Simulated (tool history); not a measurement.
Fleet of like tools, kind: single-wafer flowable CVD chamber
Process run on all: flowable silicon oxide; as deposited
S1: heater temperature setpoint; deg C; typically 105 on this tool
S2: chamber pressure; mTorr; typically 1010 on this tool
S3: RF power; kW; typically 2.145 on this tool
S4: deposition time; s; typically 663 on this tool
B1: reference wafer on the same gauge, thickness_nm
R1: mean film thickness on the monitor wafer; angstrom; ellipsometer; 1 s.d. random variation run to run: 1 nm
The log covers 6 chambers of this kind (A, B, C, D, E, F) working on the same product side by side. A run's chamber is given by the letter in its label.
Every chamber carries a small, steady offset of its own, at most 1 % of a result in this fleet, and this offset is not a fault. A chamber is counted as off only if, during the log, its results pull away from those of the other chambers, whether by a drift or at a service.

{"run": "1B", "hour": 7.3, "S1": 105, "S2": 1010, "S3": 2.145, "S4": 663, "B1": 488.3, "R1": 4592.8}
{"run": "2D", "hour": 19.1, "S1": 105, "S2": 1010, "S3": 2.145, "S4": 663, "B1": 488.08, "R1": 4630.1}
{"run": "3A", "hour": 28.0, "S1": 105, "S2": 1010, "S3": 2.145, "S4": 663, "B1": 488.16, "R1": 4618.1}
{"run": "4C", "hour": 35.9, "S1": 105, "S2": 1010, "S3": 2.145, "S4": 663, "B1": 488.22, "R1": 4610.7}
{"run": "5E", "hour": 41.7, "S1": 105, "S2": 1010, "S3": 2.145, "S4": 663, "B1": 487.97, "R1": 4617.1}
{"run": "6F", "hour": 54.0, "S1": 105, "S2": 1010, "S3": 2.145, "S4": 663, "B1": 487.88, "R1": 4612.9}
{"run": "7B", "hour": 66.2, "S1": 105, "S2": 1010, "S3": 2.145, "S4": 663, "B1": 487.97, "R1": 4583.4}
{"hour": 71.5, "done": "chamber A: capacitance manometer re-zeroed and calibrated"}
{"run": "8F", "hour": 71.7, "S1": 105, "S2": 1010, "S3": 2.145, "S4": 663, "B1": 487.95, "R1": 4622.3}
{"run": "9A", "hour": 81.7, "S1": 105, "S2": 1010, "S3": 2.145, "S4": 663, "B1": 488.15, "R1": 4637.3}
{"hour": 85.7, "done": "chamber D: RF generator calibrated"}
{"run": "10D", "hour": 89.6, "S1": 105, "S2": 1010, "S3": 2.145, "S4": 663, "B1": 487.59, "R1": 4635.8}
{"run": "11E", "hour": 96.4, "S1": 105, "S2": 1010, "S3": 2.145, "S4": 663, "B1": 488.1, "R1": 4616.4}
{"run": "12C", "hour": 104.9, "S1": 105, "S2": 1010, "S3": 2.145, "S4": 663, "B1": 488.07, "R1": 4612.0}
{"run": "13B", "hour": 112.9, "S1": 105, "S2": 1010, "S3": 2.145, "S4": 663, "B1": 487.9, "R1": 4595.7}
{"hour": 118.4, "done": "chamber C: capacitance manometer re-zeroed and calibrated"}
{"run": "14E", "hour": 123.4, "S1": 105, "S2": 1010, "S3": 2.145, "S4": 663, "B1": 487.74, "R1": 4591.8}
{"run": "15A", "hour": 129.9, "S1": 105, "S2": 1010, "S3": 2.145, "S4": 663, "B1": 487.96, "R1": 4627.5}
{"run": "16D", "hour": 140.8, "S1": 105, "S2": 1010, "S3": 2.145, "S4": 663, "B1": 487.95, "R1": 4633.8}
{"run": "17F", "hour": 148.1, "S1": 105, "S2": 1010, "S3": 2.145, "S4": 663, "B1": 487.93, "R1": 4620.8}
{"run": "18C", "hour": 159.2, "S1": 105, "S2": 1010, "S3": 2.145, "S4": 663, "B1": 487.79, "R1": 4697.3}
{"run": "19D", "hour": 165.0, "S1": 105, "S2": 1010, "S3": 2.145, "S4": 663, "B1": 488.0, "R1": 4620.1}
{"hour": 165.9, "done": "chamber A: RF generator calibrated"}
{"run": "20A", "hour": 171.8, "S1": 105, "S2": 1010, "S3": 1.975, "S4": 663, "B1": 487.98, "R1": 4544.3}
{"run": "21B", "hour": 178.9, "S1": 105, "S2": 1010, "S3": 1.975, "S4": 663, "B1": 487.83, "R1": 4519.2}
{"run": "22F", "hour": 185.1, "S1": 105, "S2": 1010, "S3": 1.975, "S4": 663, "B1": 487.91, "R1": 4552.0}
{"run": "23C", "hour": 194.8, "S1": 105, "S2": 1010, "S3": 1.975, "S4": 663, "B1": 487.82, "R1": 4627.3}
{"run": "24E", "hour": 206.7, "S1": 105, "S2": 1010, "S3": 1.975, "S4": 663, "B1": 487.86, "R1": 4526.6}
{"run": "25D", "hour": 218.7, "S1": 105, "S2": 1010, "S3": 1.975, "S4": 663, "B1": 487.96, "R1": 4566.7}
{"run": "26C", "hour": 229.1, "S1": 105, "S2": 1010, "S3": 2.145, "S4": 663, "B1": 488.01, "R1": 4718.9}
{"run": "27E", "hour": 235.9, "S1": 105, "S2": 1010, "S3": 2.145, "S4": 663, "B1": 488.03, "R1": 4601.5}
{"run": "28B", "hour": 245.4, "S1": 105, "S2": 1010, "S3": 2.145, "S4": 663, "B1": 488.02, "R1": 4590.1}
{"run": "29A", "hour": 250.8, "S1": 105, "S2": 1010, "S3": 2.145, "S4": 663, "B1": 487.86, "R1": 4624.7}
{"hour": 252.7, "done": "chamber F: capacitance manometer re-zeroed and calibrated"}
{"run": "30F", "hour": 256.8, "S1": 105, "S2": 1010, "S3": 2.145, "S4": 663, "B1": 487.97, "R1": 4615.4}
{"hour": 264.9, "done": "chamber A: thermocouple changed; heater temperature recalibrated"}
{"run": "31B", "hour": 265.8, "S1": 105, "S2": 1010, "S3": 2.145, "S4": 663, "B1": 488.33, "R1": 4588.0}
{"run": "32E", "hour": 277.0, "S1": 113, "S2": 1010, "S3": 1.98, "S4": 663, "B1": 488.2, "R1": 3510.4}
{"run": "33D", "hour": 289.3, "S1": 113, "S2": 1010, "S3": 1.98, "S4": 663, "B1": 487.96, "R1": 3521.3}
{"run": "34C", "hour": 297.1, "S1": 113, "S2": 1010, "S3": 1.98, "S4": 663, "B1": 488.05, "R1": 3567.1}
{"run": "35F", "hour": 308.4, "S1": 113, "S2": 1010, "S3": 1.98, "S4": 663, "B1": 487.86, "R1": 3505.1}
{"run": "36A", "hour": 315.1, "S1": 113, "S2": 1010, "S3": 1.98, "S4": 663, "B1": 488.14, "R1": 3494.4}
{"run": "37A", "hour": 323.8, "S1": 113, "S2": 1010, "S3": 1.98, "S4": 663, "B1": 487.96, "R1": 3496.5}
{"run": "38E", "hour": 331.7, "S1": 105, "S2": 1010, "S3": 2.145, "S4": 663, "B1": 488.01, "R1": 4615.7}
{"run": "39F", "hour": 337.8, "S1": 105, "S2": 1010, "S3": 2.145, "S4": 663, "B1": 487.94, "R1": 4624.8}

Has any chamber moved away from the others, gradually or after a service, or does the common gauge drift, or do the chambers differ only by their own small steady offsets? State the chamber and the most likely cause if one applies.

After it was serviced, chamber C no longer matches the other chambers.
Most likely cause: true pressure above the setpoint (%) = 2.

Which of the 4 candidates below, each the usual settings with something changed and its results left as question marks, puts chamber C back in line with what the other chambers give on the usual settings?
A result is in line if it is within this distance of the other chambers' mean on the usual settings: R1 37.0 angstrom
{"run": "40C-1", "hour": 346.6, "S1": 105, "S2": 1010, "S3": 2.13, "S4": 635, "R1": "?"}
{"run": "40C-2", "hour": 346.6, "S1": 105, "S2": 1020, "S3": 2.145, "S4": 668, "R1": "?"}
{"run": "40C-3", "hour": 346.6, "S1": 104, "S2": 1020, "S3": 2.145, "S4": 663, "R1": "?"}
{"run": "40C-4", "hour": 346.6, "S1": 105, "S2": 1010, "S3": 2.145, "S4": 648, "R1": "?"}

Other chambers, usual settings, mean: R1 4611.0 angstrom
run=40C-1 R1=4512.6
run=40C-2 R1=4811.8
run=40C-3 R1=4940.5
run=40C-4 R1=4611.1
The answer is 40C-4, which returns the chamber to within the allowed miss of the others.
